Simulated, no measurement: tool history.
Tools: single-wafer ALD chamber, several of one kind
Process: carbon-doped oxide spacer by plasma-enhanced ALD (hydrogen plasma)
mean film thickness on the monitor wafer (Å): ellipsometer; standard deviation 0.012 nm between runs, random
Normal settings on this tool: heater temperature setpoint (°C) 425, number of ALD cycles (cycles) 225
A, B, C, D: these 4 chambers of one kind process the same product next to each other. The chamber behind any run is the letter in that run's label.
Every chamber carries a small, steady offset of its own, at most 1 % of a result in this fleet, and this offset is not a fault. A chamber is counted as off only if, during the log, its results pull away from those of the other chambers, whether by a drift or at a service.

run	hour	heater temperature setpoint (°C)	number of ALD cycles (cycles)	read-back reference wafer on the same gauge, thickness_nm	mean film thickness on the monitor wafer (Å)
1A	5.9	425	225	12.103	103.120
2C	11.7	425	225	12.102	103.620
3B	16.9	425	225	12.103	104.380
4D	23.2	425	225	12.110	104.370
5B	28.5	425	225	12.109	104.430
6A	34.1	425	252	12.114	115.540
7C	40.3	425	252	12.113	116.410
8D	49.1	425	252	12.116	117.250
9A	56.6	425	252	12.116	115.980
10D	61.2	425	225	12.120	104.640
11C	67.5	425	225	12.123	104.200
12B	72.6	425	225	12.128	104.540
13C	76.8	425	225	12.124	103.940
14D	85.0	425	199	12.131	92.694
15B	91.7	425	199	12.133	92.578
16A	100.5	425	199	12.132	91.657
17B	105.3	425	199	12.136	92.594
18A	112.0	425	225	12.137	103.510
19D	120.8	425	225	12.139	105.040
20C	125.7	425	225	12.138	104.360
21D	133.8	439	205	12.144	91.134
22C	139.0	439	205	12.144	90.835
23A	147.8	439	205	12.146	90.245
24B	155.7	439	205	12.148	91.059
25D	159.9	425	225	12.151	105.040
26C	168.5	425	225	12.156	104.080

Predict what each chamber gives when all 4 of them run the settings below next.
27A	174.9	425	225		?
27B	174.9	425	225		?
27C	174.9	425	225		?
27D	174.9	425	225		?

run	mean film thickness on the monitor wafer (Å)
27A	103.850
27B	104.950
27C	104.320
27D	104.950
